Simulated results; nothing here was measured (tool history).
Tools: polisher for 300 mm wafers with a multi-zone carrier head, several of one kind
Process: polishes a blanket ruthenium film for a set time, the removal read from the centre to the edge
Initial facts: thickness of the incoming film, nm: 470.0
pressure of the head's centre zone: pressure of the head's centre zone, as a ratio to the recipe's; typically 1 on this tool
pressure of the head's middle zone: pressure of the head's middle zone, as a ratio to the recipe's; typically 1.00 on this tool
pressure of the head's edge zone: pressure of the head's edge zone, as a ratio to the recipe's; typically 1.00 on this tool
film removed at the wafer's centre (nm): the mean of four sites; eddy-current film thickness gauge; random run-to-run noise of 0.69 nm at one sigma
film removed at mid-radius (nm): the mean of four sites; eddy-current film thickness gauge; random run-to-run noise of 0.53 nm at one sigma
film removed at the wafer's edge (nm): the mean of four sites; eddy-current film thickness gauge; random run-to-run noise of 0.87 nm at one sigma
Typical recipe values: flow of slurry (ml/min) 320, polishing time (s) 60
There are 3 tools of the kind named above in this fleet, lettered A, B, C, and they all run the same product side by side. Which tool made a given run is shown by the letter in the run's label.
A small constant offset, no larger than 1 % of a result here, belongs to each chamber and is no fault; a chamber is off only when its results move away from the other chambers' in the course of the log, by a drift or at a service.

run	hour	flow of slurry (ml/min)	pressure of the head's centre zone	pressure of the head's middle zone	pressure of the head's edge zone	polishing time (s)	film removed at the wafer's centre (nm)	film removed at mid-radius (nm)	film removed at the wafer's edge (nm)
1B	5.3	320	1	1.00	1.00	60	84.122	85.721	85.544
# hour 7.6: chamber A: slurry nozzle cleaned
2A	12.4	320	1	1.00	1.00	60	85.081	84.779	85.207
3C	19.5	320	1	1.00	1.00	60	86.257	86.253	84.788
4B	24.4	320	1	1.00	1.00	60	84.855	84.657	85.157
5A	32.4	390	1	1.00	0.92	60	89.270	86.745	82.645
6C	39.6	390	1	1.00	0.92	60	86.723	88.132	83.572
# hour 47.4: chamber A: worn pad replaced by a new one
7B	47.8	390	1	1.00	0.92	60	86.261	86.129	83.591
8A	57.5	320	1	1.00	1.00	60	85.508	86.366	85.217
9C	63.5	320	1	1.00	1.00	60	84.943	85.602	85.189
# hour 67.6: chamber B: worn pad replaced by a new one
10C	71.6	320	1	1.00	1.00	60	85.590	85.153	84.827
11B	78.9	320	1	1.00	1.00	60	85.157	85.980	86.791
12A	83.9	320	1	1.00	1.00	60	86.332	85.862	85.293
13C	91.6	320	1	1.00	1.00	60	84.174	85.821	85.531
14A	97.0	320	1	1.00	1.00	60	87.255	85.795	86.217
# hour 98.2: chamber C: centre zone pressure recalibrated
15B	103.4	235	1	1.00	1.00	60	81.370	82.246	84.600
16C	113.1	235	1	1.00	1.00	60	82.182	83.246	83.210
17A	119.2	235	1	1.00	1.00	60	82.419	84.224	83.617
18B	127.2	320	1	1.00	1.00	60	84.946	85.075	86.770
# hour 132.7: chamber B: slurry nozzle cleaned
19A	137.4	320	1	1.00	1.00	60	86.930	85.625	85.320
20B	142.4	320	1	1.00	1.00	60	83.789	84.885	86.316
21C	149.6	320	1	1.00	1.00	60	84.772	85.416	84.972
# hour 153.4: chamber A: worn pad replaced by a new one
# hour 154.5: chamber C: worn pad replaced by a new one
22B	156.1	320	1	1.06	1.00	45	63.933	66.816	64.351
23A	166.5	320	1	1.06	1.00	45	64.161	68.671	64.781
24C	173.8	320	1	1.06	1.00	45	64.236	68.011	64.538
# hour 178.3: chamber B: worn pad replaced by a new one
25B	182.4	320	1	1.00	1.00	60	85.345	85.107	84.367
26A	187.3	240	1	1.00	1.00	60	83.916	83.491	84.024
27C	196.7	240	1	1.00	1.00	60	83.143	83.203	83.488
28C	206.9	240	1	1.00	1.00	60	83.198	83.859	83.687
29A	214.3	285	1	1.00	1.10	60	85.953	84.484	90.133
# hour 220.7: chamber C: edge zone pressure recalibrated
30B	221.8	285	1	1.00	1.10	60	84.564	84.035	89.043
31A	230.0	285	1	1.00	1.10	60	85.693	85.804	88.867
32C	236.8	320	1	1.00	1.00	60	85.976	85.948	83.546
33B	245.1	320	1	1.00	1.00	60	83.736	84.957	85.342
34C	250.2	320	1	1.00	1.00	60	84.832	85.650	84.980
35B	257.1	320	1	1.00	1.00	60	85.070	85.389	85.687

Next, every chamber runs the same settings. What will each give?
36A	264.6	320	1	0.95	1.00	60	?	?	?
36B	264.6	320	1	0.95	1.00	60	?	?	?
36C	264.6	320	1	0.95	1.00	60	?	?	?

run	film removed at the wafer's centre (nm)	film removed at mid-radius (nm)	film removed at the wafer's edge (nm)
36A	85.427	81.667	86.147
36B	83.984	81.835	86.902
36C	85.753	82.394	85.210
